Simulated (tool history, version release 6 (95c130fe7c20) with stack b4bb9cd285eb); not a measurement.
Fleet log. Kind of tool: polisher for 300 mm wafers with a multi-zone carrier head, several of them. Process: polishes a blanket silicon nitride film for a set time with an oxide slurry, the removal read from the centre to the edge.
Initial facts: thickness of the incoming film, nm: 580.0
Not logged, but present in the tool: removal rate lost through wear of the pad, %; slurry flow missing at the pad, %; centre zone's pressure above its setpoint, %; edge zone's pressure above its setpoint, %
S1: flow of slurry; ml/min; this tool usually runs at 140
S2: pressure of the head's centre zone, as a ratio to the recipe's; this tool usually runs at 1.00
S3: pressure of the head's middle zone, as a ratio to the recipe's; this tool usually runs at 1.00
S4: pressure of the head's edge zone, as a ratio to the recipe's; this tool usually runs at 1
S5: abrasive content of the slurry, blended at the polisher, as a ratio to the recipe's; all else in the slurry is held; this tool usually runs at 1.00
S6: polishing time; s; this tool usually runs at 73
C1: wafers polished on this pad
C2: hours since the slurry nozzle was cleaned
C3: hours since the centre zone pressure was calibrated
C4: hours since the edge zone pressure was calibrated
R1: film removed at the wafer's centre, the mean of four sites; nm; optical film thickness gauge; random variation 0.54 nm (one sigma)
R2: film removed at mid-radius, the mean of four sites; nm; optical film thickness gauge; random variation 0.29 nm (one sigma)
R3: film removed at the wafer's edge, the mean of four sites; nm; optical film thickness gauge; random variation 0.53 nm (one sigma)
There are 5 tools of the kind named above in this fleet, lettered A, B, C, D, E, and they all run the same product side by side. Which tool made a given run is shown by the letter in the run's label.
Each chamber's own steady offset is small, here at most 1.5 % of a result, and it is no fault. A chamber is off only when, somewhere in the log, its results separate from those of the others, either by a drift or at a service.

run   hour   S1    S2    S3  S4    S5  S6    C1     C2     C3      C4      R1      R2      R3
       7.0  -- chamber E: worn pad replaced by a new one
 1B    8.0  140  1.00  1.00   1  1.00  73   737  288.6  726.1   881.1  39.747  39.927  40.796
       8.3  -- chamber E: slurry nozzle cleaned
      10.2  -- chamber B: edge zone pressure recalibrated
 2D   13.8  140  1.00  1.00   1  1.00  73   156  243.3  467.2   136.3  40.671  40.491  40.538
 3E   18.7  140  1.00  1.00   1  1.00  73   128   10.5   54.2   821.7  40.463  40.237  40.498
      21.7  -- chamber C: worn pad replaced by a new one
      23.5  -- chamber A: slurry nozzle cleaned
 4C   25.6  140  1.00  1.00   1  1.00  73    43  304.7  410.3   997.9  39.804  40.582  40.527
      30.1  -- chamber B: worn pad replaced by a new one
 5A   32.7  140  1.00  1.00   1  1.00  73   387    9.3  680.8   627.3  39.955  40.401  40.308
 6A   39.6  140  1.00  1.00   1  0.85  73   463   16.2  687.7   634.2  37.874  37.658  36.692
 7C   43.4  140  1.00  1.00   1  0.85  73   238  322.5  428.1  1015.7  37.835  37.448  37.454
 8D   50.9  140  1.00  1.00   1  0.85  73   562  280.4  504.3   173.4  36.098  36.632  35.614
      52.3  -- chamber E: worn pad replaced by a new one
      53.2  -- chamber D: worn pad replaced by a new one
 9E   58.7  140  1.00  1.00   1  0.85  73    70   50.5   94.2   861.7  38.201  37.028  37.617
      63.4  -- chamber A: worn pad replaced by a new one
10B   63.9  140  1.00  1.00   1  0.85  73   370  344.5  782.0    53.8  37.166  37.405  37.198
11A   68.0  140  1.00  1.00   1  1.00  73    51   44.6  716.1   662.6  40.589  40.627  41.622
12D   73.2  140  1.06  1.00   1  1.00  73   219  302.7  526.6   195.7  42.950  39.517  40.286
13B   77.3  140  1.06  1.00   1  1.00  73   517  357.9  795.4    67.2  42.633  39.638  40.760
14C   81.3  140  1.06  1.00   1  1.00  73   653  360.4  466.0  1053.6  44.677  40.624  40.399
15E   85.9  140  1.06  1.00   1  1.00  73   368   77.7  121.4   888.9  43.180  39.966  40.731
16A   91.6  140  1.06  1.00   1  1.00  73   309   68.2  739.7   686.2  42.765  40.500  40.026
17C   96.2  140  1.04  1.00   1  1.00  91   816  375.3  480.9  1068.5  55.005  50.552  50.142
      98.4  -- chamber D: worn pad replaced by a new one
     101.4  -- chamber E: worn pad replaced by a new one
18B  103.9  140  1.04  1.00   1  1.00  91   808  384.5  822.0    93.8  52.017  50.353  50.320
19E  108.5  140  1.04  1.00   1  1.00  91    78  100.3  144.0   911.5  52.697  50.140  50.188
20D  112.3  140  1.04  1.00   1  1.00  91   152  341.8  565.7   234.8  51.698  49.922  49.584
     118.9  -- chamber B: worn pad replaced by a new one
21C  120.3  140  1.04  1.00   1  1.00  91  1079  399.4  505.0  1092.6  56.650  50.708  51.000
     122.7  -- chamber C: worn pad replaced by a new one
22D  125.0  180  1.00  1.00   1  1.00  73   291  354.5  578.4   247.5  43.328  42.383  41.621
23A  129.3  180  1.00  1.00   1  1.00  73   722  105.9  777.4   723.9  41.741  42.710  40.431
24E  134.5  180  1.00  1.00   1  1.00  73   363  126.3  170.0   937.5  42.824  41.811  41.539
     135.1  -- chamber A: worn pad replaced by a new one
     139.1  -- chamber D: worn pad replaced by a new one
25B  142.0  180  1.00  1.00   1  1.00  73   253  422.6  860.1   131.9  42.081  41.627  42.372
26D  148.2  180  1.00  1.00   1  1.00  73    99  377.7  601.6   270.7  43.083  42.172  41.359
27C  155.0  140  1.00  1.00   1  1.00  73   354  434.1  539.7  1127.3  44.598  40.697  40.091
     156.0  -- chamber E: worn pad replaced by a new one
28E  158.7  140  1.06  0.93   1  1.00  73    30  150.5  194.2   961.7  42.839  37.897  40.321
29A  162.3  140  1.06  0.93   1  1.00  73   297  138.9  810.4   756.9  42.735  37.544  40.852
30B  167.6  140  1.06  0.93   1  1.00  73   533  448.2  885.7   157.5  42.777  37.570  41.126
31C  171.6  140  1.06  0.93   1  1.00  73   536  450.7  556.3  1143.9  46.982  38.504  40.424
32A  178.4  140  1.06  0.93   1  1.00  73   474  155.0  826.5   773.0  42.716  38.018  40.524
     181.4  -- chamber D: edge zone pressure recalibrated
33E  183.5  140  1.00  1.00   1  1.00  73   301  175.3  219.0   986.5  40.968  40.341  41.122
     187.8  -- chamber D: worn pad replaced by a new one
34B  191.6  140  1.00  1.00   1  1.00  73   796  472.2  909.7   181.5  39.798  40.166  40.606
35D  199.8  140  1.00  1.00   1  1.00  73   132  429.3  653.2    18.4  40.822  40.208  40.283

Is one chamber out of step, is the gauge drifting, or do the chambers differ by no more than their own small offsets? For an off chamber, give its letter and the likeliest cause.

Chamber C drifts away from the others.
What lies behind it: centre zone's pressure above its setpoint, % = 12.

Here are 4 candidates for chamber C's next run, each the usual settings with a change, their results left as question marks. Which one brings its results back in line with what the others give on the usual settings?
In line here means within this much of the mean the other chambers give on the usual settings: R1 1.900 nm; R2 1.000 nm; R3 1.800 nm
36C-1  205.8  140  0.98  1.00  1.01  1.00  73                   ?   ?   ?
36C-2  205.8  145  1.09  0.98  0.97  1.00  74                   ?   ?   ?
36C-3  205.8  135  0.91  1.02  1.03  1.00  72                   ?   ?   ?
36C-4  205.8  145  1.03  1.00  0.99  1.00  73                   ?   ?   ?

The other chambers' mean on the usual settings: R1 40.453 nm; R2 40.213 nm; R3 40.461 nm
  run      R1      R2      R3
36C-1  44.791  40.452  40.624
36C-2  51.411  40.508  40.522
36C-3  40.365  40.344  40.262
36C-4  47.683  40.727  40.397
It is 36C-3 that realigns the chamber with its peers.

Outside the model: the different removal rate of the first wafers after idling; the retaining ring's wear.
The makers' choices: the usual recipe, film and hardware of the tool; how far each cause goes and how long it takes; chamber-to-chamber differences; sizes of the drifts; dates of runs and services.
